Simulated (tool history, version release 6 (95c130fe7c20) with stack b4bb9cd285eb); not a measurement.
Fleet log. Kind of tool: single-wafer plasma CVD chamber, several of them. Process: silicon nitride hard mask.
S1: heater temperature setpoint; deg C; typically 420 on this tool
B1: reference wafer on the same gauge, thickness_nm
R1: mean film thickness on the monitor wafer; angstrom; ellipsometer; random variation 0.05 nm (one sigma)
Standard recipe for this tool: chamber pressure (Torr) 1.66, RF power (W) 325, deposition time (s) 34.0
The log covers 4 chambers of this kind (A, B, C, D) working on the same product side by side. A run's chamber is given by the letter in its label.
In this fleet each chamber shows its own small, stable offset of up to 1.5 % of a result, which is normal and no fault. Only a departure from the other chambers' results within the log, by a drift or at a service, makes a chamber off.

{"run": "1C", "day": 0.158, "S1": 420, "chamber pressure (Torr)": 1.66, "RF power (W)": 325, "deposition time (s)": 34.0, "B1": 43.187, "R1": 417.39}
{"run": "2A", "day": 0.492, "S1": 420, "chamber pressure (Torr)": 1.66, "RF power (W)": 325, "deposition time (s)": 34.0, "B1": 43.224, "R1": 414.91}
{"run": "3D", "day": 0.825, "S1": 420, "chamber pressure (Torr)": 1.66, "RF power (W)": 325, "deposition time (s)": 34.0, "B1": 43.223, "R1": 409.14}
{"run": "4B", "day": 1.138, "S1": 420, "chamber pressure (Torr)": 1.66, "RF power (W)": 325, "deposition time (s)": 34.0, "B1": 43.226, "R1": 412.42}
{"run": "5C", "day": 1.442, "S1": 420, "chamber pressure (Torr)": 1.66, "RF power (W)": 325, "deposition time (s)": 34.0, "B1": 43.231, "R1": 418.51}
{"run": "6A", "day": 1.762, "S1": 420, "chamber pressure (Torr)": 1.66, "RF power (W)": 325, "deposition time (s)": 34.0, "B1": 43.223, "R1": 414.3}
{"run": "7B", "day": 1.988, "S1": 420, "chamber pressure (Torr)": 1.66, "RF power (W)": 325, "deposition time (s)": 34.0, "B1": 43.224, "R1": 413.33}
{"run": "8D", "day": 2.354, "S1": 420, "chamber pressure (Torr)": 1.66, "RF power (W)": 325, "deposition time (s)": 34.0, "B1": 43.252, "R1": 409.83}
{"run": "9C", "day": 2.608, "S1": 420, "chamber pressure (Torr)": 1.66, "RF power (W)": 325, "deposition time (s)": 34.0, "B1": 43.265, "R1": 417.98}
{"run": "10A", "day": 2.792, "S1": 420, "chamber pressure (Torr)": 1.98, "RF power (W)": 325, "deposition time (s)": 34.0, "B1": 43.244, "R1": 434.07}
{"run": "11B", "day": 3.042, "S1": 420, "chamber pressure (Torr)": 1.98, "RF power (W)": 325, "deposition time (s)": 34.0, "B1": 43.261, "R1": 433.43}
{"run": "12D", "day": 3.362, "S1": 420, "chamber pressure (Torr)": 1.98, "RF power (W)": 325, "deposition time (s)": 34.0, "B1": 43.276, "R1": 429.0}
{"run": "13A", "day": 3.542, "S1": 420, "chamber pressure (Torr)": 1.98, "RF power (W)": 325, "deposition time (s)": 34.0, "B1": 43.262, "R1": 434.86}
{"run": "14C", "day": 3.904, "S1": 426, "chamber pressure (Torr)": 1.66, "RF power (W)": 290, "deposition time (s)": 34.0, "B1": 43.266, "R1": 386.93}
{"run": "15B", "day": 4.112, "S1": 426, "chamber pressure (Torr)": 1.66, "RF power (W)": 290, "deposition time (s)": 34.0, "B1": 43.274, "R1": 382.09}
{"run": "16D", "day": 4.367, "S1": 426, "chamber pressure (Torr)": 1.66, "RF power (W)": 290, "deposition time (s)": 34.0, "B1": 43.274, "R1": 378.79}
{"run": "17C", "day": 4.683, "S1": 426, "chamber pressure (Torr)": 1.66, "RF power (W)": 290, "deposition time (s)": 34.0, "B1": 43.279, "R1": 388.06}
{"run": "18D", "day": 5.012, "S1": 420, "chamber pressure (Torr)": 1.66, "RF power (W)": 325, "deposition time (s)": 34.0, "B1": 43.283, "R1": 409.79}
{"day": 5.233, "done": "chamber A: thermocouple changed; heater temperature recalibrated"}
{"run": "19B", "day": 5.338, "S1": 420, "chamber pressure (Torr)": 1.66, "RF power (W)": 325, "deposition time (s)": 34.0, "B1": 43.292, "R1": 413.01}
{"run": "20A", "day": 5.521, "S1": 420, "chamber pressure (Torr)": 1.66, "RF power (W)": 325, "deposition time (s)": 34.0, "B1": 43.295, "R1": 413.71}
{"run": "21D", "day": 5.85, "S1": 420, "chamber pressure (Torr)": 1.66, "RF power (W)": 325, "deposition time (s)": 34.0, "B1": 43.306, "R1": 409.88}
{"run": "22B", "day": 6.046, "S1": 420, "chamber pressure (Torr)": 1.66, "RF power (W)": 325, "deposition time (s)": 34.0, "B1": 43.307, "R1": 413.78}
{"run": "23A", "day": 6.217, "S1": 420, "chamber pressure (Torr)": 1.66, "RF power (W)": 325, "deposition time (s)": 34.0, "B1": 43.307, "R1": 414.28}
{"run": "24C", "day": 6.529, "S1": 420, "chamber pressure (Torr)": 1.66, "RF power (W)": 325, "deposition time (s)": 34.0, "B1": 43.321, "R1": 417.53}
{"run": "25A", "day": 6.796, "S1": 420, "chamber pressure (Torr)": 1.66, "RF power (W)": 325, "deposition time (s)": 34.0, "B1": 43.317, "R1": 414.6}
{"run": "26B", "day": 7.142, "S1": 420, "chamber pressure (Torr)": 1.66, "RF power (W)": 325, "deposition time (s)": 34.0, "B1": 43.324, "R1": 414.39}
{"run": "27D", "day": 7.45, "S1": 420, "chamber pressure (Torr)": 1.66, "RF power (W)": 325, "deposition time (s)": 34.0, "B1": 43.314, "R1": 411.2}
{"run": "28C", "day": 7.758, "S1": 420, "chamber pressure (Torr)": 1.66, "RF power (W)": 325, "deposition time (s)": 34.0, "B1": 43.33, "R1": 419.61}
{"run": "29D", "day": 8.121, "S1": 420, "chamber pressure (Torr)": 1.66, "RF power (W)": 380, "deposition time (s)": 27.5, "B1": 43.336, "R1": 366.23}
{"run": "30C", "day": 8.45, "S1": 420, "chamber pressure (Torr)": 1.66, "RF power (W)": 380, "deposition time (s)": 27.5, "B1": 43.347, "R1": 373.58}
{"run": "31B", "day": 8.667, "S1": 420, "chamber pressure (Torr)": 1.66, "RF power (W)": 380, "deposition time (s)": 27.5, "B1": 43.348, "R1": 370.01}
{"run": "32A", "day": 8.954, "S1": 420, "chamber pressure (Torr)": 1.66, "RF power (W)": 380, "deposition time (s)": 27.5, "B1": 43.372, "R1": 369.73}
{"run": "33A", "day": 9.133, "S1": 420, "chamber pressure (Torr)": 1.66, "RF power (W)": 325, "deposition time (s)": 34.0, "B1": 43.364, "R1": 414.97}
{"run": "34C", "day": 9.367, "S1": 420, "chamber pressure (Torr)": 1.66, "RF power (W)": 325, "deposition time (s)": 34.0, "B1": 43.363, "R1": 419.37}
{"run": "35D", "day": 9.717, "S1": 420, "chamber pressure (Torr)": 1.66, "RF power (W)": 325, "deposition time (s)": 34.0, "B1": 43.383, "R1": 411.1}
{"day": 9.812, "done": "chamber B: thermocouple changed; heater temperature recalibrated"}
{"run": "36B", "day": 10.071, "S1": 420, "chamber pressure (Torr)": 1.66, "RF power (W)": 325, "deposition time (s)": 34.0, "B1": 43.371, "R1": 414.92}
{"run": "37D", "day": 10.292, "S1": 420, "chamber pressure (Torr)": 1.66, "RF power (W)": 325, "deposition time (s)": 34.0, "B1": 43.386, "R1": 410.09}
{"run": "38B", "day": 10.567, "S1": 420, "chamber pressure (Torr)": 1.66, "RF power (W)": 355, "deposition time (s)": 34.0, "B1": 43.399, "R1": 438.4}
{"run": "39C", "day": 10.725, "S1": 420, "chamber pressure (Torr)": 1.66, "RF power (W)": 355, "deposition time (s)": 34.0, "B1": 43.389, "R1": 443.17}
{"run": "40A", "day": 10.967, "S1": 420, "chamber pressure (Torr)": 1.66, "RF power (W)": 355, "deposition time (s)": 34.0, "B1": 43.396, "R1": 438.69}
{"run": "41C", "day": 11.288, "S1": 420, "chamber pressure (Torr)": 1.66, "RF power (W)": 355, "deposition time (s)": 34.0, "B1": 43.404, "R1": 443.04}
{"run": "42B", "day": 11.508, "S1": 420, "chamber pressure (Torr)": 1.66, "RF power (W)": 325, "deposition time (s)": 34.0, "B1": 43.412, "R1": 414.95}
{"run": "43A", "day": 11.733, "S1": 420, "chamber pressure (Torr)": 1.66, "RF power (W)": 325, "deposition time (s)": 34.0, "B1": 43.414, "R1": 416.04}

Next, all 4 chambers run the settings below, one line each with question marks for the results. What does each chamber give?
{"run": "44A", "day": 11.996, "S1": 420, "chamber pressure (Torr)": 1.66, "RF power (W)": 270, "deposition time (s)": 34.0, "R1": "?"}
{"run": "44B", "day": 11.996, "S1": 420, "chamber pressure (Torr)": 1.66, "RF power (W)": 270, "deposition time (s)": 34.0, "R1": "?"}
{"run": "44C", "day": 11.996, "S1": 420, "chamber pressure (Torr)": 1.66, "RF power (W)": 270, "deposition time (s)": 34.0, "R1": "?"}
{"run": "44D", "day": 11.996, "S1": 420, "chamber pressure (Torr)": 1.66, "RF power (W)": 270, "deposition time (s)": 34.0, "R1": "?"}

run=44A R1=368.65
run=44B R1=365.15
run=44C R1=371.59
run=44D R1=362.32
